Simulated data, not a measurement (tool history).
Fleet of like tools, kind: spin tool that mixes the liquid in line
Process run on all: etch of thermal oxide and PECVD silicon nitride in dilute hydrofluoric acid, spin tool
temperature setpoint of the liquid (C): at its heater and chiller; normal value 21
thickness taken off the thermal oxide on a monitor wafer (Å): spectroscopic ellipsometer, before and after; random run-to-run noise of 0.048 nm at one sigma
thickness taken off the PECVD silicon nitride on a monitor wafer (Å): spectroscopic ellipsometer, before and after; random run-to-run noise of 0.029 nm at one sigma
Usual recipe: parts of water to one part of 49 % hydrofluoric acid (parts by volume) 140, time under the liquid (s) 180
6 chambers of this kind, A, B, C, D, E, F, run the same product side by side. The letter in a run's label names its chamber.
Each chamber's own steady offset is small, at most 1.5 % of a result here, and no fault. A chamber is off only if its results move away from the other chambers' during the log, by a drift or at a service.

run	hour	temperature setpoint of the liquid (C)	parts of water to one part of 49 % hydrofluoric acid (parts by volume)	time under the liquid (s)	hours since the thermometer was replaced	hours since the hydrofluoric acid flow meter was replaced	read-back film thickness of the thermal oxide reference wafer, read on the same gauge (nm)	read-back film thickness of the PECVD silicon nitride reference wafer, read on the same gauge (nm)	thickness taken off the thermal oxide on a monitor wafer (Å)	thickness taken off the PECVD silicon nitride on a monitor wafer (Å)
1D	8.9	21	140	180	217.6	553.8	60.063	99.985	52.414	28.831
2B	19.9	21	140	180	198	200.2	59.982	100.04	52.452	28.999
# hour 27.5: chamber C: hydrofluoric acid flow meter replaced
3A	30.5	21	140	180	145.8	363	60.015	100.02	52.131	29.434
4F	38.7	21	140	180	1306.1	176.8	60.004	100	53.35	29.057
5C	45.7	21	140	180	889.9	18.3	60.028	100	53.409	29.207
6E	52.1	21	140	180	590.2	364.6	60.003	99.994	52.567	28.874
7A	62.2	21	140	180	177.5	394.7	59.991	99.969	52.127	29.979
8B	73.2	21	85	180	251.3	253.5	60.004	99.978	92.945	48.287
# hour 76.6: chamber F: thermometer replaced
9C	87	21	85	180	931.2	59.6	60.023	100.02	94.973	47.81
10D	94.1	21	85	180	302.8	639	60.028	100.03	91.126	47.502
11E	104.1	21	85	180	642.2	416.6	60.01	100.02	89.894	45.782
# hour 104.5: chamber C: thermometer replaced
12F	116.6	21	85	180	40.1	254.7	59.978	99.988	92.051	48.376
13E	123	21	85	180	661.1	435.5	60.013	100.02	90.512	46.284
14F	132	21	140	180	55.5	270.1	60.004	99.955	53.709	29.18
15B	138.5	19.5	180	180	316.6	318.8	59.988	99.994	36.764	20.405
16A	150.6	19.5	180	180	265.9	483.1	60.001	99.988	36.99	20.968
17D	157.9	19.5	180	180	366.6	702.8	59.994	100.01	36.785	20.706
18C	170.5	19.5	180	180	66	143.1	60.001	99.999	37.687	21.047
19B	177.2	19.5	180	180	355.3	357.5	60.045	99.969	36.208	20.519
20C	189	19.5	180	180	84.5	161.6	60.02	100.04	37.728	21.253
21F	199	21	85	180	122.5	337.1	60.003	99.97	93.788	48.042
22D	210.3	21	85	180	419	755.2	60.029	100.03	93.303	47.421
23E	222.4	21	85	180	760.5	534.9	60.021	99.987	89.985	46.405
24A	235.9	21	85	180	351.2	568.4	59.969	99.992	91.598	48.242
25A	249.8	21	85	180	365.1	582.3	60.03	100.01	92.039	47.388
26F	259.5	21	85	180	183	397.6	60.028	100.01	91.9	48.721
27B	269.4	21	140	180	447.5	449.7	60.048	100.05	52.364	28.626
28D	277.7	21	140	180	486.4	822.6	60.021	99.995	52.583	28.992
29E	291.6	21	140	180	829.7	604.1	59.988	99.953	52.712	28.878
# hour 296.3: chamber D: thermometer replaced
30C	299.6	21	140	180	195.1	272.2	59.977	100.03	53.6	29.263
31B	308.2	21	140	180	486.3	488.5	60.043	99.994	51.861	29.212
32D	320.2	21	140	180	24	865.1	59.987	99.984	53.167	29.02
33C	333.9	21	140	180	229.4	306.5	59.99	100.01	53.787	29.337
34F	344.4	21	140	180	267.9	482.5	60.057	99.983	51.669	28.958
35A	351.1	17	85	180	466.4	683.6	59.981	100.02	77.668	35.919
36E	359.7	17	85	180	897.8	672.2	60.044	100.01	75.967	34.876
37E	367.4	17	85	180	905.5	679.9	60.059	100.02	75.768	35.358
38D	374.5	17	85	180	78.3	919.4	60.021	100	78.064	36.17
39F	384.1	17	85	180	307.6	522.2	60.003	99.989	78.011	36.542
40B	397.8	17	85	180	575.9	578.1	59.98	99.983	78.287	36
41C	404.6	21	140	180	300.1	377.2	59.989	99.985	52.575	29.192
42A	414.2	21	140	180	529.5	746.7	59.99	99.987	51.707	29.18

Predict what each chamber gives when all 6 of them run the settings below next.
43A	424.2	21	140	180					?	?
43B	424.2	21	140	180					?	?
43C	424.2	21	140	180					?	?
43D	424.2	21	140	180					?	?
43E	424.2	21	140	180					?	?
43F	424.2	21	140	180					?	?

run	thickness taken off the thermal oxide on a monitor wafer (Å)	thickness taken off the PECVD silicon nitride on a monitor wafer (Å)
43A	52.059	29.289
43B	52.862	29.06
43C	53.562	29.607
43D	52.223	29.066
43E	51.612	29.339
43F	52.568	28.855
